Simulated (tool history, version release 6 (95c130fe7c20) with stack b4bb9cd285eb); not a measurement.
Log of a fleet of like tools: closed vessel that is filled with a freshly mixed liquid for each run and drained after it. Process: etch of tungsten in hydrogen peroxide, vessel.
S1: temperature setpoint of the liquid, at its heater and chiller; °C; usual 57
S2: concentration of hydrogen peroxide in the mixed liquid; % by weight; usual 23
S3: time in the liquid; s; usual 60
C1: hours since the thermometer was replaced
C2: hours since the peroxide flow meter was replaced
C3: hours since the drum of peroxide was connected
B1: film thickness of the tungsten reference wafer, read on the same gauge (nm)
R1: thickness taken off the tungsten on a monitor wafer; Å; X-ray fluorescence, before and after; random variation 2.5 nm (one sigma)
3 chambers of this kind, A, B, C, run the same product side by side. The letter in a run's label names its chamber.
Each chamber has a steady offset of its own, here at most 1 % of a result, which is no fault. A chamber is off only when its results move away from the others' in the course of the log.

| run | day | S1 | S2 | S3 | C1 | C2 | C3 | B1 | R1 |
|---|---|---|---|---|---|---|---|---|---|
| 1C | 0.508 | 57 | 23 | 60 | 1553.2 | 154.6 | 873.1 | 49.970 | 2709.9 |
| 2A | 1.054 | 57 | 23 | 60 | 1419.3 | 825.3 | 602.2 | 50.004 | 2753.9 |
|  | 1.388 | chamber B: thermometer replaced |
| 3B | 1.521 | 57 | 23 | 60 | 3.3 | 264.9 | 366.6 | 49.989 | 2698.1 |
| 4B | 1.875 | 57 | 23 | 60 | 11.8 | 273.4 | 375.1 | 49.999 | 2699.2 |
| 5A | 2.146 | 57 | 23 | 60 | 1445.5 | 851.5 | 628.4 | 49.998 | 2785.7 |
| 6C | 2.467 | 57 | 23 | 60 | 1600.2 | 201.6 | 920.1 | 49.983 | 2749.3 |
| 7C | 2.762 | 51 | 29 | 60 | 1607.3 | 208.7 | 927.2 | 50.008 | 2165.3 |
|  | 3.017 | chamber C: new drum of peroxide connected |
| 8B | 3.308 | 51 | 29 | 60 | 46.2 | 307.8 | 409.5 | 49.990 | 2104.6 |
| 9A | 3.600 | 51 | 29 | 60 | 1480.4 | 886.4 | 663.3 | 49.997 | 2231.7 |
| 10B | 4.129 | 57 | 23 | 60 | 65.9 | 327.5 | 429.2 | 49.998 | 2729.0 |
| 11C | 4.704 | 57 | 23 | 60 | 1653.9 | 255.3 | 40.6 | 49.989 | 2762.9 |
| 12A | 5.112 | 65 | 23 | 60 | 1516.7 | 922.7 | 699.6 | 50.012 | 4457.2 |
| 13C | 5.529 | 65 | 23 | 60 | 1673.7 | 275.1 | 60.4 | 50.010 | 4314.0 |
| 14A | 6.071 | 65 | 23 | 60 | 1539.7 | 945.7 | 722.6 | 49.996 | 4410.3 |
| 15B | 6.379 | 57 | 23 | 60 | 119.9 | 381.5 | 483.2 | 50.028 | 2738.8 |
| 16A | 6.804 | 57 | 23 | 60 | 1557.3 | 963.3 | 740.2 | 49.992 | 2883.9 |
| 17C | 7.100 | 57 | 23 | 60 | 1711.4 | 312.8 | 98.1 | 49.985 | 2760.9 |
| 18B | 7.654 | 57 | 23 | 60 | 150.5 | 412.1 | 513.8 | 50.007 | 2707.8 |
| 19A | 8.038 | 57 | 23 | 90 | 1586.9 | 992.9 | 769.8 | 49.996 | 4419.4 |
| 20C | 8.646 | 57 | 23 | 90 | 1748.5 | 349.9 | 135.2 | 50.009 | 4094.0 |
| 21B | 9.212 | 57 | 23 | 90 | 187.9 | 449.5 | 551.2 | 49.968 | 4054.9 |
| 22A | 9.646 | 57 | 23 | 60 | 1625.5 | 1031.5 | 808.4 | 49.998 | 2959.1 |
| 23B | 10.100 | 57 | 23 | 60 | 209.2 | 470.8 | 572.5 | 49.981 | 2714.1 |
| 24C | 10.571 | 57 | 23 | 60 | 1794.7 | 396.1 | 181.4 | 50.011 | 2746.1 |
| 25A | 11.038 | 57 | 23 | 60 | 1658.9 | 1064.9 | 841.8 | 50.014 | 2983.1 |
| 26C | 11.462 | 57 | 23 | 60 | 1816.1 | 417.5 | 202.8 | 50.001 | 2758.2 |
| 27B | 11.921 | 57 | 23 | 60 | 252.9 | 514.5 | 616.2 | 50.019 | 2668.4 |

All 3 chambers run these settings next. Forecast each chamber's results:
| 28A | 12.354 | 57 | 23 | 60 |  |  |  |  | ? |
| 28B | 12.354 | 57 | 23 | 60 |  |  |  |  | ? |
| 28C | 12.354 | 57 | 23 | 60 |  |  |  |  | ? |

| run | R1 |
|---|---|
| 28A | 2987.3 |
| 28B | 2686.5 |
| 28C | 2751.9 |
